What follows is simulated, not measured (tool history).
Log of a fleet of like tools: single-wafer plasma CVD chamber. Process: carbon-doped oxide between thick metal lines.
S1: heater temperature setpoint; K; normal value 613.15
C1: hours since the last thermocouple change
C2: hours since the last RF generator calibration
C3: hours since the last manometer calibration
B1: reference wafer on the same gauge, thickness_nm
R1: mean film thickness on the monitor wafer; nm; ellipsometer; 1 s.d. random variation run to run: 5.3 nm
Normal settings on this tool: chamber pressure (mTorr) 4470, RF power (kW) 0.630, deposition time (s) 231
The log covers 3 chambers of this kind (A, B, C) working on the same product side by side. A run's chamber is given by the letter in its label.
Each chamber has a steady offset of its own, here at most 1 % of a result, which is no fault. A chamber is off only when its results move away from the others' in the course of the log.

{"run": "1B", "hour": 14.0, "S1": 613.15, "chamber pressure (mTorr)": 4470, "RF power (kW)": 0.63, "deposition time (s)": 231, "C1": 1908.8, "C2": 1030.8, "C3": 481.6, "B1": 1469.3, "R1": 1349.8}
{"run": "2C", "hour": 23.0, "S1": 613.15, "chamber pressure (mTorr)": 4470, "RF power (kW)": 0.63, "deposition time (s)": 231, "C1": 1598.6, "C2": 593.5, "C3": 1526.7, "B1": 1470.4, "R1": 1366.1}
{"run": "3A", "hour": 29.9, "S1": 613.15, "chamber pressure (mTorr)": 4470, "RF power (kW)": 0.63, "deposition time (s)": 231, "C1": 1231.8, "C2": 278.7, "C3": 1833.1, "B1": 1469.3, "R1": 1344.2}
{"run": "4B", "hour": 42.9, "S1": 613.15, "chamber pressure (mTorr)": 4470, "RF power (kW)": 0.63, "deposition time (s)": 231, "C1": 1937.7, "C2": 1059.7, "C3": 510.5, "B1": 1470.5, "R1": 1359.2}
{"run": "5C", "hour": 55.9, "S1": 613.15, "chamber pressure (mTorr)": 4470, "RF power (kW)": 0.63, "deposition time (s)": 231, "C1": 1631.5, "C2": 626.4, "C3": 1559.6, "B1": 1469.8, "R1": 1365.3}
{"run": "6A", "hour": 66.7, "S1": 613.15, "chamber pressure (mTorr)": 4470, "RF power (kW)": 0.63, "deposition time (s)": 231, "C1": 1268.6, "C2": 315.5, "C3": 1869.9, "B1": 1471.1, "R1": 1347.3}
{"run": "7C", "hour": 74.7, "S1": 613.15, "chamber pressure (mTorr)": 4470, "RF power (kW)": 0.63, "deposition time (s)": 231, "C1": 1650.3, "C2": 645.2, "C3": 1578.4, "B1": 1469.9, "R1": 1365.3}
{"run": "8A", "hour": 83.9, "S1": 613.15, "chamber pressure (mTorr)": 4470, "RF power (kW)": 0.63, "deposition time (s)": 231, "C1": 1285.8, "C2": 332.7, "C3": 1887.1, "B1": 1469.1, "R1": 1339.0}
{"run": "9B", "hour": 97.3, "S1": 613.15, "chamber pressure (mTorr)": 4470, "RF power (kW)": 0.63, "deposition time (s)": 231, "C1": 1992.1, "C2": 1114.1, "C3": 564.9, "B1": 1468.8, "R1": 1353.8}
{"run": "10A", "hour": 107.1, "S1": 613.15, "chamber pressure (mTorr)": 4470, "RF power (kW)": 0.63, "deposition time (s)": 231, "C1": 1309.0, "C2": 355.9, "C3": 1910.3, "B1": 1470.5, "R1": 1334.2}
{"run": "11C", "hour": 121.2, "S1": 613.15, "chamber pressure (mTorr)": 4470, "RF power (kW)": 0.63, "deposition time (s)": 231, "C1": 1696.8, "C2": 691.7, "C3": 1624.9, "B1": 1469.4, "R1": 1365.1}
{"run": "12B", "hour": 131.6, "S1": 621.15, "chamber pressure (mTorr)": 4470, "RF power (kW)": 0.715, "deposition time (s)": 231, "C1": 2026.4, "C2": 1148.4, "C3": 599.2, "B1": 1470.1, "R1": 1427.0}
{"run": "13C", "hour": 144.7, "S1": 621.15, "chamber pressure (mTorr)": 4470, "RF power (kW)": 0.715, "deposition time (s)": 231, "C1": 1720.3, "C2": 715.2, "C3": 1648.4, "B1": 1469.2, "R1": 1431.5}
{"run": "14B", "hour": 154.4, "S1": 621.15, "chamber pressure (mTorr)": 4470, "RF power (kW)": 0.715, "deposition time (s)": 231, "C1": 2049.2, "C2": 1171.2, "C3": 622.0, "B1": 1469.0, "R1": 1414.8}
{"run": "15A", "hour": 166.8, "S1": 613.15, "chamber pressure (mTorr)": 4470, "RF power (kW)": 0.63, "deposition time (s)": 231, "C1": 1368.7, "C2": 415.6, "C3": 1970.0, "B1": 1467.8, "R1": 1337.1}
{"run": "16B", "hour": 177.2, "S1": 613.15, "chamber pressure (mTorr)": 4470, "RF power (kW)": 0.63, "deposition time (s)": 231, "C1": 2072.0, "C2": 1194.0, "C3": 644.8, "B1": 1469.8, "R1": 1364.4}
{"run": "17C", "hour": 187.1, "S1": 613.15, "chamber pressure (mTorr)": 4470, "RF power (kW)": 0.63, "deposition time (s)": 231, "C1": 1762.7, "C2": 757.6, "C3": 1690.8, "B1": 1470.4, "R1": 1372.1}
{"run": "18A", "hour": 193.5, "S1": 613.15, "chamber pressure (mTorr)": 4470, "RF power (kW)": 0.63, "deposition time (s)": 231, "C1": 1395.4, "C2": 442.3, "C3": 1996.7, "B1": 1470.4, "R1": 1344.9}
{"run": "19C", "hour": 201.5, "S1": 613.15, "chamber pressure (mTorr)": 4470, "RF power (kW)": 0.63, "deposition time (s)": 206, "C1": 1777.1, "C2": 772.0, "C3": 1705.2, "B1": 1469.2, "R1": 1205.4}
{"run": "20B", "hour": 211.4, "S1": 613.15, "chamber pressure (mTorr)": 4470, "RF power (kW)": 0.63, "deposition time (s)": 206, "C1": 2106.2, "C2": 1228.2, "C3": 679.0, "B1": 1470.1, "R1": 1211.1}
{"run": "21A", "hour": 218.0, "S1": 613.15, "chamber pressure (mTorr)": 4470, "RF power (kW)": 0.63, "deposition time (s)": 206, "C1": 1419.9, "C2": 466.8, "C3": 2021.2, "B1": 1470.5, "R1": 1199.4}
{"run": "22A", "hour": 226.0, "S1": 613.15, "chamber pressure (mTorr)": 4470, "RF power (kW)": 0.63, "deposition time (s)": 231, "C1": 1427.9, "C2": 474.8, "C3": 2029.2, "B1": 1470.0, "R1": 1338.9}
{"run": "23B", "hour": 238.6, "S1": 613.15, "chamber pressure (mTorr)": 4470, "RF power (kW)": 0.63, "deposition time (s)": 231, "C1": 2133.4, "C2": 1255.4, "C3": 706.2, "B1": 1469.6, "R1": 1363.8}
{"run": "24C", "hour": 248.7, "S1": 613.15, "chamber pressure (mTorr)": 4470, "RF power (kW)": 0.63, "deposition time (s)": 231, "C1": 1824.3, "C2": 819.2, "C3": 1752.4, "B1": 1470.2, "R1": 1362.7}
{"run": "25C", "hour": 259.7, "S1": 613.15, "chamber pressure (mTorr)": 4470, "RF power (kW)": 0.63, "deposition time (s)": 231, "C1": 1835.3, "C2": 830.2, "C3": 1763.4, "B1": 1470.3, "R1": 1360.8}
{"run": "26B", "hour": 273.3, "S1": 613.15, "chamber pressure (mTorr)": 4470, "RF power (kW)": 0.63, "deposition time (s)": 231, "C1": 2168.1, "C2": 1290.1, "C3": 740.9, "B1": 1469.3, "R1": 1346.6}
{"run": "27A", "hour": 284.8, "S1": 613.15, "chamber pressure (mTorr)": 4470, "RF power (kW)": 0.63, "deposition time (s)": 231, "C1": 1486.7, "C2": 533.6, "C3": 2088.0, "B1": 1468.9, "R1": 1341.9}
{"run": "28C", "hour": 292.5, "S1": 613.15, "chamber pressure (mTorr)": 4470, "RF power (kW)": 0.63, "deposition time (s)": 231, "C1": 1868.1, "C2": 863.0, "C3": 1796.2, "B1": 1470.0, "R1": 1358.2}
{"run": "29A", "hour": 302.1, "S1": 613.15, "chamber pressure (mTorr)": 4470, "RF power (kW)": 0.63, "deposition time (s)": 231, "C1": 1504.0, "C2": 550.9, "C3": 2105.3, "B1": 1471.3, "R1": 1340.1}
{"run": "30B", "hour": 310.0, "S1": 613.15, "chamber pressure (mTorr)": 4470, "RF power (kW)": 0.63, "deposition time (s)": 231, "C1": 2204.8, "C2": 1326.8, "C3": 777.6, "B1": 1469.9, "R1": 1359.7}
{"run": "31B", "hour": 319.4, "S1": 613.15, "chamber pressure (mTorr)": 4470, "RF power (kW)": 0.63, "deposition time (s)": 231, "C1": 2214.2, "C2": 1336.2, "C3": 787.0, "B1": 1468.0, "R1": 1355.6}
{"run": "32A", "hour": 327.2, "S1": 613.15, "chamber pressure (mTorr)": 4470, "RF power (kW)": 0.63, "deposition time (s)": 231, "C1": 1529.1, "C2": 576.0, "C3": 2130.4, "B1": 1467.5, "R1": 1339.3}
{"run": "33C", "hour": 337.9, "S1": 613.15, "chamber pressure (mTorr)": 4470, "RF power (kW)": 0.63, "deposition time (s)": 231, "C1": 1913.5, "C2": 908.4, "C3": 1841.6, "B1": 1468.7, "R1": 1363.3}
{"run": "34A", "hour": 349.8, "S1": 613.15, "chamber pressure (mTorr)": 4470, "RF power (kW)": 0.63, "deposition time (s)": 231, "C1": 1551.7, "C2": 598.6, "C3": 2153.0, "B1": 1471.3, "R1": 1337.5}
{"run": "35B", "hour": 358.0, "S1": 613.15, "chamber pressure (mTorr)": 4470, "RF power (kW)": 0.63, "deposition time (s)": 231, "C1": 2252.8, "C2": 1374.8, "C3": 825.6, "B1": 1469.1, "R1": 1354.6}

All 3 chambers run these settings next. Forecast each chamber's results:
{"run": "36A", "hour": 368.1, "S1": 613.15, "chamber pressure (mTorr)": 4470, "RF power (kW)": 0.63, "deposition time (s)": 268, "R1": "?"}
{"run": "36B", "hour": 368.1, "S1": 613.15, "chamber pressure (mTorr)": 4470, "RF power (kW)": 0.63, "deposition time (s)": 268, "R1": "?"}
{"run": "36C", "hour": 368.1, "S1": 613.15, "chamber pressure (mTorr)": 4470, "RF power (kW)": 0.63, "deposition time (s)": 268, "R1": "?"}

run=36A R1=1564.3
run=36B R1=1571.6
run=36C R1=1578.2

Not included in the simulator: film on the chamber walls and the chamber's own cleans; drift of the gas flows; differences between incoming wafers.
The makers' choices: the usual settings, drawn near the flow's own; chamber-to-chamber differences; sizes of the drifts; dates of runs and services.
